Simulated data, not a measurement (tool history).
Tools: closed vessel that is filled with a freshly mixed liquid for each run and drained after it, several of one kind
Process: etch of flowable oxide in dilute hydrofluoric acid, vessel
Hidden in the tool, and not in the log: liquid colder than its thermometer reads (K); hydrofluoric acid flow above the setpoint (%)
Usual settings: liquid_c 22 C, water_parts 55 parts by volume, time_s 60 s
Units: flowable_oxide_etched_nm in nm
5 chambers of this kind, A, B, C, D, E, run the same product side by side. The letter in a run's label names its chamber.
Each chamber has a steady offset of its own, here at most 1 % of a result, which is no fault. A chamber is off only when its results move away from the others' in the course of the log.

run,hour,liquid_c,water_parts,time_s,hours since the thermometer was replaced,hours since the hydrofluoric acid flow meter was replaced,"read-back film thickness of the flowable oxide reference wafer, read on the same gauge (nm)",flowable_oxide_etched_nm
# hour 6.4: chamber D: thermometer replaced
1B,6.6,22,55,60,336.3,642.6,49.981,30.382
2C,15.3,22,55,60,328.7,106.8,50.002,30.667
3E,22.1,22,55,60,1243.1,724,49.984,30.684
4A,28.4,22,55,60,454.6,748.3,50.015,30.479
5D,33.7,22,55,60,27.3,495.2,49.999,30.483
6A,43.2,22,55,60,469.4,763.1,50.01,30.363
7C,48,22,30,90,361.4,139.5,50.001,85.345
8E,55.9,22,30,90,1276.9,757.8,49.99,85.724
9D,61,22,30,90,54.6,522.5,49.993,87.161
10B,69,22,30,90,398.7,705,50.007,85.722
11D,75,22,30,90,68.6,536.5,50,86.414
12A,83.4,22,55,60,509.6,803.3,49.987,29.779
13C,91.5,22,55,60,404.9,183,50.002,30.608
# hour 96: chamber D: hydrofluoric acid flow meter replaced
14E,98.7,22,55,60,1319.7,800.6,49.998,30.724
15B,108.2,22,55,60,437.9,744.2,50.002,30.783
16C,116.3,22,55,60,429.7,207.8,49.995,30.3
17D,125.7,22,45,75,119.3,29.8,49.991,47.167
18B,133.5,22,45,75,463.2,769.5,49.999,47.492
19E,141.9,22,45,75,1362.9,843.8,49.998,46.401
20A,149.3,22,45,75,575.5,869.2,49.991,46.336
21C,157.2,22,45,75,470.6,248.7,50.018,47.276
22E,165.6,22,55,60,1386.6,867.5,49.981,30.338
# hour 172.1: chamber E: thermometer replaced
23B,174.9,22,55,60,504.6,810.9,49.987,30.353
24A,179.2,22,55,60,605.4,899.1,50.014,29.43
25D,185.3,22,55,60,178.9,89.4,50.012,30.032
26E,190.7,22,55,60,18.6,892.6,49.983,31.338
27A,198.8,22,55,60,625,918.7,50.006,29.589
# hour 202.8: chamber A: hydrofluoric acid flow meter replaced
28D,204.5,22,55,60,198.1,108.6,49.993,30.6
29C,211.1,22,55,60,524.5,302.6,49.985,30.543
30B,215.8,22,55,60,545.5,851.8,50,30.127
31D,220.7,22,55,60,214.3,124.8,49.99,29.951
32A,228.1,26,55,30,654.3,25.3,49.981,17.144
33E,235.2,26,55,30,63.1,937.1,50.005,18.011
34C,239.4,26,55,30,552.8,330.9,49.994,17.973
35B,248.2,26,55,30,577.9,884.2,49.996,18.112
36C,257.2,26,55,30,570.6,348.7,49.995,18.007
37B,263.1,22,55,60,592.8,899.1,50.025,30.537
38D,270.6,22,55,60,264.2,174.7,50.009,30.205
39E,276.2,22,55,60,104.1,978.1,50.011,30.981
40A,285.7,22,65,85,711.9,82.9,49.99,33.26

Is one chamber off against the others, does the gauge drift, or is nothing wrong? If a chamber is off, say which, and what the likeliest cause is.

Chamber A drifts away from the others.
Cause: liquid colder than its thermometer reads (K) = 1.79.

Here are 4 candidates for chamber A's next run, each the usual settings with a change, their results left as question marks. Which one brings its results back in line with what the others give on the usual settings?
In line means no further than this from the other chambers' mean on the usual settings: flowable_oxide_etched_nm 1 nm
41A-1,292.7,25,55,60,,,,?
41A-2,292.7,20.5,55,60,,,,?
41A-3,292.7,19,55,60,,,,?
41A-4,292.7,22,55,65,,,,?

The other chambers' mean on the usual settings: flowable_oxide_etched_nm 30.373 nm
run,flowable_oxide_etched_nm
41A-1,31.902
41A-2,26.429
41A-3,24.788
41A-4,30.517
41A-4 brings the chamber back in line.

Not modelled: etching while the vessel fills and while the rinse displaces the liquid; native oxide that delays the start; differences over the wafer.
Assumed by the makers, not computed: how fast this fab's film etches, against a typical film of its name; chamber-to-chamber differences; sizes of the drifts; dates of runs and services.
